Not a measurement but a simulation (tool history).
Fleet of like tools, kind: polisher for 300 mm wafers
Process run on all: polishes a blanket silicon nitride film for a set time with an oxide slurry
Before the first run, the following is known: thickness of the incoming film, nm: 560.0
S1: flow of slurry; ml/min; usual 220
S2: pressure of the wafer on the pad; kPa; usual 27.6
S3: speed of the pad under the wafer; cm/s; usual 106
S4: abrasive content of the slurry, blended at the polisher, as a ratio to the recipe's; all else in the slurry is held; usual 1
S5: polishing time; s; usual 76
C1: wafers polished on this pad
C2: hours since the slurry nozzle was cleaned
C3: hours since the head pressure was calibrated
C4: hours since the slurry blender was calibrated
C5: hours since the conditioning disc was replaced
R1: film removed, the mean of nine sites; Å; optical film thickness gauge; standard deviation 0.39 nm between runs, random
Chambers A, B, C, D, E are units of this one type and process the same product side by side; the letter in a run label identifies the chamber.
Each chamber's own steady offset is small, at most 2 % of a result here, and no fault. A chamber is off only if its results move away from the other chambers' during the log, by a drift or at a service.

run	hour	S1	S2	S3	S4	S5	C1	C2	C3	C4	C5	R1
1A	7.5	220	27.6	106	1	76	600	166.1	158.6	140.4	85.8	561.28
# hour 9.3: chamber D: worn pad replaced by a new one
# hour 10.7: chamber D: slurry blender recalibrated
2D	14.4	220	27.6	106	1	76	48	620.1	104.1	3.8	46.2	552.16
3E	20.3	220	27.6	106	1	76	407	368.7	73.3	93.0	93.0	567.73
# hour 25.7: chamber A: slurry blender recalibrated
4B	25.8	220	27.6	106	1	76	614	403.2	770.1	161.3	28.8	557.38
# hour 31.4: chamber B: worn pad replaced by a new one
5C	31.4	220	27.6	106	1	76	547	39.9	664.6	73.0	66.0	552.09
6B	37.1	220	20.7	120	1	76	53	414.5	781.4	172.6	40.1	464.47
# hour 43.4: chamber C: worn pad replaced by a new one
# hour 44.8: chamber E: worn pad replaced by a new one
7E	45.9	220	20.7	120	1	76	10	394.3	98.9	118.6	118.6	474.57
# hour 49.9: chamber B: slurry nozzle cleaned
8C	52.4	220	20.7	120	1	76	84	60.9	685.6	94.0	87.0	475.77
9D	56.7	220	20.7	120	1	76	443	662.4	146.4	46.1	88.5	463.64
10A	64.8	220	20.7	120	1	76	1135	223.4	215.9	39.2	143.1	458.49
# hour 67.2: chamber D: worn pad replaced by a new one
11E	69.2	220	27.6	106	1	76	228	417.6	122.2	141.9	141.9	570.23
12A	75.1	220	27.6	106	1	76	1231	233.7	226.2	49.5	153.4	552.30
13D	83.4	220	27.6	106	1	76	151	689.1	173.1	72.8	115.2	560.73
14C	91.7	220	27.6	106	1	76	451	100.2	724.9	133.3	126.3	554.97
# hour 93.1: chamber A: slurry nozzle cleaned
# hour 95.9: chamber D: slurry nozzle cleaned
15B	100.2	220	33.1	80	1	76	643	50.4	844.5	235.7	103.2	535.82
# hour 101.7: chamber E: worn pad replaced by a new one
# hour 107.2: chamber B: worn pad replaced by a new one
16B	107.9	220	33.1	80	1	76	7	58.1	852.2	243.4	110.9	534.12
# hour 108.1: chamber B: slurry blender recalibrated
# hour 108.9: chamber D: conditioning disc replaced and pad reconditioned
# hour 112.5: chamber C: worn pad replaced by a new one
17C	114.1	220	33.1	80	1	76	15	122.6	747.3	155.7	148.7	533.72
18D	120.5	220	33.1	80	1	76	498	24.7	210.2	109.9	11.7	530.34
# hour 123.8: chamber D: worn pad replaced by a new one
19A	128.1	220	33.1	80	1	76	1726	35.1	279.2	102.5	206.4	504.66
# hour 128.3: chamber A: conditioning disc replaced and pad reconditioned
20E	135.4	220	27.6	106	1	76	314	483.8	188.4	208.1	208.1	566.57
21D	142.4	220	27.6	106	1	76	174	46.6	232.1	131.8	33.6	564.02
22A	149.8	220	27.6	106	1	76	1928	56.8	300.9	124.2	21.5	535.27
# hour 153.4: chamber E: worn pad replaced by a new one
23E	155.4	220	27.6	106	1	76	19	503.8	208.4	228.1	228.1	565.12
# hour 160.1: chamber C: conditioning disc replaced and pad reconditioned
24B	160.5	220	27.6	106	1	76	498	110.7	904.8	52.5	163.5	564.89
25C	164.8	220	27.6	106	1	76	488	173.3	798.0	206.4	4.8	562.68
# hour 169.8: chamber A: slurry blender recalibrated
# hour 171.6: chamber D: worn pad replaced by a new one
26B	173.0	220	27.6	106	1	76	615	123.2	917.3	65.0	176.0	558.20
27A	176.9	220	27.6	106	1	76	2181	83.9	328.0	7.2	48.6	517.52
# hour 180.6: chamber C: worn pad replaced by a new one
28D	183.7	220	27.6	106	1	76	113	87.9	273.4	173.1	74.9	551.75
# hour 188.8: chamber B: worn pad replaced by a new one
29E	192.1	220	27.6	106	1	76	362	540.5	245.1	264.8	264.8	565.93
30C	197.8	220	27.6	106	1	76	160	206.3	831.0	239.4	37.8	557.80
31B	202.6	220	27.6	106	1	76	129	152.8	946.9	94.6	205.6	564.18
32A	210.3	220	27.6	106	1	76	2493	117.3	361.4	40.6	82.0	515.55
# hour 210.6: chamber E: slurry blender recalibrated
33D	215.3	220	27.6	106	1	76	408	119.5	305.0	204.7	106.5	559.00
# hour 216.9: chamber E: worn pad replaced by a new one
34C	220.9	220	27.6	106	1	76	376	229.4	854.1	262.5	60.9	559.75
# hour 223.0: chamber E: conditioning disc replaced and pad reconditioned
35E	228.1	220	27.6	106	1	76	104	576.5	281.1	17.5	5.1	558.89
36C	232.9	220	27.6	106	1	76	488	241.4	866.1	274.5	72.9	561.38

All chambers now run identical settings, listed one chamber a line with results as question marks. What results will each chamber show?
37A	239.3	220	27.6	106	1	76						?
37B	239.3	220	27.6	106	1	76						?
37C	239.3	220	27.6	106	1	76						?
37D	239.3	220	27.6	106	1	76						?
37E	239.3	220	27.6	106	1	76						?

run	R1
37A	505.38
37B	560.26
37C	552.31
37D	550.44
37E	572.01

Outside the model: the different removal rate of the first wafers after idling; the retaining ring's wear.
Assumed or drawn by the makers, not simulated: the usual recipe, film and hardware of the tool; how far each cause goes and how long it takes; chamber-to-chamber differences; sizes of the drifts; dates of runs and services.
